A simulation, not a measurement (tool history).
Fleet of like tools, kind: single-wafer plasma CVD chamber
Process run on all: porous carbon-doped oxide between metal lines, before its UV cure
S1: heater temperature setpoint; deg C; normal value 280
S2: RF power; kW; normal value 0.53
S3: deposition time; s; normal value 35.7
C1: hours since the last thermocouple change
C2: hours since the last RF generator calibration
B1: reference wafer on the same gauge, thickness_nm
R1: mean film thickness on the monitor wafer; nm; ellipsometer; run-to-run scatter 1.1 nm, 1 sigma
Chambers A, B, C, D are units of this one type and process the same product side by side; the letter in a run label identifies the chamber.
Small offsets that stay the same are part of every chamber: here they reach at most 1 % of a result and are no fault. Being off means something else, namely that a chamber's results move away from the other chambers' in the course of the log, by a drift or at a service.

Run 1B, hour 6.1: usual settings; C1 252; C2 847.2; B1 207.06. Result: R1 225.6 nm.
Run 2D, hour 10.3: usual settings; C1 42; C2 788.5; B1 207.13. Result: R1 227.47 nm.
At hour 13.7: chamber A: thermocouple changed; heater temperature recalibrated.
Run 3A, hour 17.2: usual settings; C1 3.6; C2 833.1; B1 207.14. Result: R1 227.12 nm.
Run 4C, hour 23.2: usual settings; C1 863.3; C2 1176; B1 206.88. Result: R1 224.6 nm.
Run 5A, hour 28.6: usual settings but S2 0.62 kW, S3 30.7 s; C1 15; C2 844.5; B1 206.88. Result: R1 217 nm.
Run 6D, hour 32.6: usual settings but S2 0.62 kW, S3 30.7 s; C1 64.3; C2 810.8; B1 206.88. Result: R1 217.5 nm.
Run 7C, hour 37.5: usual settings but S2 0.62 kW, S3 30.7 s; C1 877.6; C2 1190.3; B1 207. Result: R1 216.26 nm.
Run 8B, hour 40.6: usual settings but S2 0.62 kW, S3 30.7 s; C1 286.5; C2 881.7; B1 207.04. Result: R1 215.32 nm.
Run 9C, hour 45.8: usual settings; C1 885.9; C2 1198.6; B1 206.94. Result: R1 224.89 nm.
Run 10D, hour 50.3: usual settings; C1 82; C2 828.5; B1 206.84. Result: R1 226.31 nm.
Run 11A, hour 57: usual settings but S3 38.1 s; C1 43.4; C2 872.9; B1 206.9. Result: R1 241.22 nm.
Run 12B, hour 61: usual settings but S3 38.1 s; C1 306.9; C2 902.1; B1 207.34. Result: R1 238.11 nm.
Run 13C, hour 65.3: usual settings but S3 38.1 s; C1 905.4; C2 1218.1; B1 206.72. Result: R1 241.27 nm.
Run 14B, hour 71.6: usual settings but S3 38.1 s; C1 317.5; C2 912.7; B1 207.02. Result: R1 237.12 nm.
Run 15A, hour 75.2: usual settings but S3 30.9 s; C1 61.6; C2 891.1; B1 206.89. Result: R1 197.38 nm.
Run 16D, hour 81.7: usual settings but S3 30.9 s; C1 113.4; C2 859.9; B1 207.18. Result: R1 195.92 nm.
Run 17C, hour 87.6: usual settings but S3 30.9 s; C1 927.7; C2 1240.4; B1 207. Result: R1 194.59 nm.
Run 18B, hour 91: usual settings but S3 30.9 s; C1 336.9; C2 932.1; B1 206.91. Result: R1 191.44 nm.
Run 19D, hour 95.3: usual settings; C1 127; C2 873.5; B1 206.91. Result: R1 227.43 nm.
Run 20A, hour 98.9: usual settings; C1 85.3; C2 914.8; B1 207. Result: R1 225.6 nm.
Run 21C, hour 104.7: usual settings; C1 944.8; C2 1257.5; B1 207.04. Result: R1 225.13 nm.
Run 22B, hour 107.8: usual settings; C1 353.7; C2 948.9; B1 206.83. Result: R1 217.89 nm.
Run 23A, hour 114.6: usual settings; C1 101; C2 930.5; B1 206.74. Result: R1 226.22 nm.
Run 24D, hour 118.8: usual settings; C1 150.5; C2 897; B1 207.22. Result: R1 227.49 nm.
Run 25A, hour 124.3: usual settings; C1 110.7; C2 940.2; B1 206.72. Result: R1 227.13 nm.
Run 26D, hour 127.7: usual settings; C1 159.4; C2 905.9; B1 207.07. Result: R1 228.87 nm.
Run 27B, hour 132.4: usual settings; C1 378.3; C2 973.5; B1 206.93. Result: R1 215.55 nm.
Run 28C, hour 135.4: usual settings; C1 975.5; C2 1288.2; B1 207.16. Result: R1 224.04 nm.
Run 29C, hour 140.2: usual settings; C1 980.3; C2 1293; B1 206.9. Result: R1 223.92 nm.

The same settings go to every chamber for the next run, one line per chamber below. Forecast the results for each:
Run 30A, hour 145.2: usual settings but S2 0.615 kW. Result: R1 ?.
Run 30B, hour 145.2: usual settings but S2 0.615 kW. Result: R1 ?.
Run 30C, hour 145.2: usual settings but S2 0.615 kW. Result: R1 ?.
Run 30D, hour 145.2: usual settings but S2 0.615 kW. Result: R1 ?.

run      R1
30A  250.24
30B  240.67
30C  244.89
30D  249.71
